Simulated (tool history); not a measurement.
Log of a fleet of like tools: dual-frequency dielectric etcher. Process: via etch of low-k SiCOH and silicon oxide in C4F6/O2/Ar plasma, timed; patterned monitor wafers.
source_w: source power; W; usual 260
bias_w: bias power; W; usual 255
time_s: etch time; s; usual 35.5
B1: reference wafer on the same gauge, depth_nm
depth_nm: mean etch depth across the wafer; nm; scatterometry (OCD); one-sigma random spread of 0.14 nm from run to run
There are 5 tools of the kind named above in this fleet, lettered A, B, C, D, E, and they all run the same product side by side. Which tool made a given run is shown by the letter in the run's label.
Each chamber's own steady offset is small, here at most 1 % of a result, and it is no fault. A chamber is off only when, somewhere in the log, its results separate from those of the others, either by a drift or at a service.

Run 1E, hour 14: usual settings; B1 87.61. Result: depth_nm 88.066 nm.
Run 2D, hour 23.8: usual settings; B1 87.641. Result: depth_nm 88.573 nm.
Run 3C, hour 31.9: usual settings; B1 87.593. Result: depth_nm 87.394 nm.
Run 4A, hour 46.3: usual settings; B1 87.648. Result: depth_nm 88.42 nm.
Run 5B, hour 53.9: usual settings; B1 87.633. Result: depth_nm 88.539 nm.
Run 6A, hour 65.6: usual settings; B1 87.66. Result: depth_nm 88.44 nm.
Run 7D, hour 77.8: usual settings; B1 87.661. Result: depth_nm 88.384 nm.
Run 8B, hour 93.2: usual settings but bias_w 229 W, time_s 26 s; B1 87.725. Result: depth_nm 62.218 nm.
Run 9E, hour 100: usual settings but bias_w 229 W, time_s 26 s; B1 87.723. Result: depth_nm 62.112 nm.
Run 10C, hour 108.6: usual settings but bias_w 229 W, time_s 26 s; B1 87.678. Result: depth_nm 61.822 nm.
Run 11B, hour 115.3: usual settings but bias_w 229 W, time_s 26 s; B1 87.739. Result: depth_nm 62.407 nm.
Run 12C, hour 128.9: usual settings but bias_w 229 W, time_s 26 s; B1 87.772. Result: depth_nm 61.788 nm.
Run 13E, hour 136.1: usual settings; B1 87.729. Result: depth_nm 88.288 nm.
Run 14A, hour 149: usual settings but bias_w 224 W, time_s 45.5 s; B1 87.765. Result: depth_nm 108.61 nm.
Run 15D, hour 162.8: usual settings but bias_w 224 W, time_s 45.5 s; B1 87.784. Result: depth_nm 108.68 nm.
Run 16B, hour 176.9: usual settings but bias_w 224 W, time_s 45.5 s; B1 87.803. Result: depth_nm 108.8 nm.
Run 17D, hour 183.6: usual settings but bias_w 224 W, time_s 45.5 s; B1 87.82. Result: depth_nm 108.44 nm.
Run 18C, hour 196.7: usual settings but bias_w 224 W, time_s 45.5 s; B1 87.805. Result: depth_nm 107.63 nm.
Run 19E, hour 204.1: usual settings; B1 87.849. Result: depth_nm 88.403 nm.
Run 20A, hour 217.4: usual settings; B1 87.859. Result: depth_nm 88.537 nm.
Run 21A, hour 231.2: usual settings; B1 87.828. Result: depth_nm 88.558 nm.
Run 22B, hour 243.4: usual settings but source_w 320 W, time_s 39.5 s; B1 87.905. Result: depth_nm 106.74 nm.
Run 23D, hour 253.2: usual settings but source_w 320 W, time_s 39.5 s; B1 87.858. Result: depth_nm 107.26 nm.
Run 24C, hour 268.2: usual settings but source_w 320 W, time_s 39.5 s; B1 87.964. Result: depth_nm 105.93 nm.
Run 25E, hour 278.5: usual settings but source_w 320 W, time_s 39.5 s; B1 87.923. Result: depth_nm 106.55 nm.
At hour 291.8: chamber B: wet clean of the chamber.
Run 26E, hour 293.5: usual settings but source_w 320 W, time_s 39.5 s; B1 87.923. Result: depth_nm 106.12 nm.
Run 27D, hour 304.5: usual settings; B1 87.963. Result: depth_nm 89.047 nm.
Run 28B, hour 311.7: usual settings; B1 87.979. Result: depth_nm 88.514 nm.
At hour 315.5: chamber C: wet clean of the chamber.
Run 29C, hour 322.8: usual settings; B1 87.969. Result: depth_nm 88.247 nm.
At hour 323.1: chamber D: wet clean of the chamber.
Run 30A, hour 335.1: usual settings; B1 87.984. Result: depth_nm 88.616 nm.
Run 31E, hour 342.4: usual settings; B1 87.967. Result: depth_nm 88.489 nm.
Run 32B, hour 355.2: usual settings; B1 88.046. Result: depth_nm 88.996 nm.
At hour 362: chamber E: wet clean of the chamber.
Run 33D, hour 370.6: usual settings; B1 88.013. Result: depth_nm 89.001 nm.
Run 34A, hour 379.8: usual settings; B1 88.079. Result: depth_nm 88.856 nm.
Run 35C, hour 388.4: usual settings; B1 88.044. Result: depth_nm 87.822 nm.
Run 36C, hour 400.3: usual settings; B1 88.085. Result: depth_nm 87.999 nm.
Run 37B, hour 412.2: usual settings; B1 88.1. Result: depth_nm 88.886 nm.
Run 38A, hour 422.4: usual settings; B1 88.078. Result: depth_nm 88.765 nm.
Run 39D, hour 433.4: usual settings; B1 88.122. Result: depth_nm 88.941 nm.
Run 40E, hour 441.7: usual settings; B1 88.118. Result: depth_nm 88.447 nm.
Run 41D, hour 451.5: usual settings but bias_w 296 W; B1 88.147. Result: depth_nm 94.044 nm.
Run 42B, hour 462.9: usual settings but bias_w 296 W; B1 88.15. Result: depth_nm 94.193 nm.
Run 43E, hour 476.3: usual settings but bias_w 296 W; B1 88.158. Result: depth_nm 93.316 nm.

Is one chamber off against the others, does the gauge drift, or is nothing wrong? If a chamber is off, say which, and what the likeliest cause is.

None of the chambers is off. What moves is the gauge, dragging all their readings along together.
Likeliest cause: gauge reads high (%) = 0.657.

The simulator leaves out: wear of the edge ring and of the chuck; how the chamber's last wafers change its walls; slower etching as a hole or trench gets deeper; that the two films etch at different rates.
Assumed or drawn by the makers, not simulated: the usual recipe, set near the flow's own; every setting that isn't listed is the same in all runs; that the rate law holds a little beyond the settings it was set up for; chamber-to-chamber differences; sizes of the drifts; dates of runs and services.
